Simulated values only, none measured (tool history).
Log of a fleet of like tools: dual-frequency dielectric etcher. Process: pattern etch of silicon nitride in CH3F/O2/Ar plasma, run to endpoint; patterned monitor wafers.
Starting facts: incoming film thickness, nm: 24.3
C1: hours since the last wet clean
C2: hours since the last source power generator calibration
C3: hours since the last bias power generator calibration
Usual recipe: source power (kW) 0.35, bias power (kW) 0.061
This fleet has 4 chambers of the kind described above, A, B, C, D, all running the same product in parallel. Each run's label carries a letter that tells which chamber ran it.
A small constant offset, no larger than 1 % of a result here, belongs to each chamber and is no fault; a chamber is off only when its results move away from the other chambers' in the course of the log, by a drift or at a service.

{"run": "1C", "hour": 4.0, "source power (kW)": 0.35, "bias power (kW)": 0.061, "C1": 179.8, "C2": 1818.3, "C3": 1416.6, "endpoint time (s)": 39.152}
{"run": "2D", "hour": 8.6, "source power (kW)": 0.35, "bias power (kW)": 0.061, "C1": 243, "C2": 1735, "C3": 1524.8, "endpoint time (s)": 39.395}
{"run": "3B", "hour": 15.1, "source power (kW)": 0.35, "bias power (kW)": 0.061, "C1": 290.8, "C2": 488, "C3": 3692.4, "endpoint time (s)": 38.923}
{"run": "4A", "hour": 21.9, "source power (kW)": 0.35, "bias power (kW)": 0.061, "C1": 156, "C2": 689.5, "C3": 2557.4, "endpoint time (s)": 39.182}
{"run": "5C", "hour": 27.8, "source power (kW)": 0.35, "bias power (kW)": 0.061, "C1": 203.6, "C2": 1842.1, "C3": 1440.4, "endpoint time (s)": 38.992}
{"run": "6A", "hour": 32.2, "source power (kW)": 0.35, "bias power (kW)": 0.061, "C1": 166.3, "C2": 699.8, "C3": 2567.7, "endpoint time (s)": 39.006}
{"run": "7D", "hour": 37.7, "source power (kW)": 0.35, "bias power (kW)": 0.061, "C1": 272.1, "C2": 1764.1, "C3": 1553.9, "endpoint time (s)": 38.858}
{"run": "8B", "hour": 41.3, "source power (kW)": 0.35, "bias power (kW)": 0.061, "C1": 317, "C2": 514.2, "C3": 3718.6, "endpoint time (s)": 39.059}
{"run": "9C", "hour": 46.3, "source power (kW)": 0.35, "bias power (kW)": 0.061, "C1": 222.1, "C2": 1860.6, "C3": 1458.9, "endpoint time (s)": 39.594}
{"run": "10A", "hour": 51.4, "source power (kW)": 0.35, "bias power (kW)": 0.061, "C1": 185.5, "C2": 719, "C3": 2586.9, "endpoint time (s)": 39.291}
{"run": "11D", "hour": 57.8, "source power (kW)": 0.35, "bias power (kW)": 0.061, "C1": 292.2, "C2": 1784.2, "C3": 1574, "endpoint time (s)": 39.153}
{"run": "12B", "hour": 63.4, "source power (kW)": 0.35, "bias power (kW)": 0.061, "C1": 339.1, "C2": 536.3, "C3": 3740.7, "endpoint time (s)": 39.17}
{"run": "13C", "hour": 67.1, "source power (kW)": 0.35, "bias power (kW)": 0.061, "C1": 242.9, "C2": 1881.4, "C3": 1479.7, "endpoint time (s)": 39.657}
{"run": "14D", "hour": 70.1, "source power (kW)": 0.35, "bias power (kW)": 0.061, "C1": 304.5, "C2": 1796.5, "C3": 1586.3, "endpoint time (s)": 39.498}
{"run": "15B", "hour": 74.6, "source power (kW)": 0.35, "bias power (kW)": 0.061, "C1": 350.3, "C2": 547.5, "C3": 3751.9, "endpoint time (s)": 38.685}
{"run": "16A", "hour": 79.0, "source power (kW)": 0.35, "bias power (kW)": 0.061, "C1": 213.1, "C2": 746.6, "C3": 2614.5, "endpoint time (s)": 39.326}
{"run": "17A", "hour": 82.1, "source power (kW)": 0.35, "bias power (kW)": 0.061, "C1": 216.2, "C2": 749.7, "C3": 2617.6, "endpoint time (s)": 39.307}
{"run": "18B", "hour": 88.7, "source power (kW)": 0.35, "bias power (kW)": 0.061, "C1": 364.4, "C2": 561.6, "C3": 3766, "endpoint time (s)": 39.304}
{"run": "19D", "hour": 95.0, "source power (kW)": 0.35, "bias power (kW)": 0.061, "C1": 329.4, "C2": 1821.4, "C3": 1611.2, "endpoint time (s)": 40.181}
{"hour": 99.8, "done": "chamber B: bias power generator calibrated"}
{"run": "20C", "hour": 101.7, "source power (kW)": 0.35, "bias power (kW)": 0.061, "C1": 277.5, "C2": 1916, "C3": 1514.3, "endpoint time (s)": 39.559}
{"run": "21B", "hour": 106.8, "source power (kW)": 0.27, "bias power (kW)": 0.061, "C1": 382.5, "C2": 579.7, "C3": 7, "endpoint time (s)": 43.029}
{"run": "22D", "hour": 112.6, "source power (kW)": 0.27, "bias power (kW)": 0.061, "C1": 347, "C2": 1839, "C3": 1628.8, "endpoint time (s)": 44.035}
{"run": "23A", "hour": 117.4, "source power (kW)": 0.27, "bias power (kW)": 0.061, "C1": 251.5, "C2": 785, "C3": 2652.9, "endpoint time (s)": 43.092}
{"run": "24C", "hour": 121.8, "source power (kW)": 0.27, "bias power (kW)": 0.061, "C1": 297.6, "C2": 1936.1, "C3": 1534.4, "endpoint time (s)": 43.752}
{"run": "25C", "hour": 126.6, "source power (kW)": 0.35, "bias power (kW)": 0.061, "C1": 302.4, "C2": 1940.9, "C3": 1539.2, "endpoint time (s)": 39.554}
{"run": "26B", "hour": 131.4, "source power (kW)": 0.35, "bias power (kW)": 0.061, "C1": 407.1, "C2": 604.3, "C3": 31.6, "endpoint time (s)": 39.058}

What goes on in this fleet: one chamber off, a drifting gauge, or nothing beyond the chambers' own small offsets? Name the chamber and the cause, if any.

It is chamber D that slowly wanders off from its peers.
Cause: etch rate under this chamber's usual, % = 3.54.

Below are 4 candidate recipes for chamber D's next run, each the usual settings with a change, their results shown as question marks. Which of them brings D's results back in line with what the other chambers give on the usual settings?
Maximum distance from the other chambers' mean on the usual settings for a result to count as in line: endpoint time (s) 0.64
{"run": "27D-1", "hour": 136.3, "source power (kW)": 0.38, "bias power (kW)": 0.066, "endpoint time (s)": "?"}
{"run": "27D-2", "hour": 136.3, "source power (kW)": 0.38, "bias power (kW)": 0.061, "endpoint time (s)": "?"}
{"run": "27D-3", "hour": 136.3, "source power (kW)": 0.32, "bias power (kW)": 0.061, "endpoint time (s)": "?"}
{"run": "27D-4", "hour": 136.3, "source power (kW)": 0.35, "bias power (kW)": 0.05, "endpoint time (s)": "?"}

Other chambers, usual settings, mean: endpoint time (s) 39.243
run=27D-1 endpoint_time_(s)=38.178
run=27D-2 endpoint_time_(s)=39.198
run=27D-3 endpoint_time_(s)=41.825
run=27D-4 endpoint_time_(s)=43.143
With 27D-2, the chamber falls back in line with the rest.
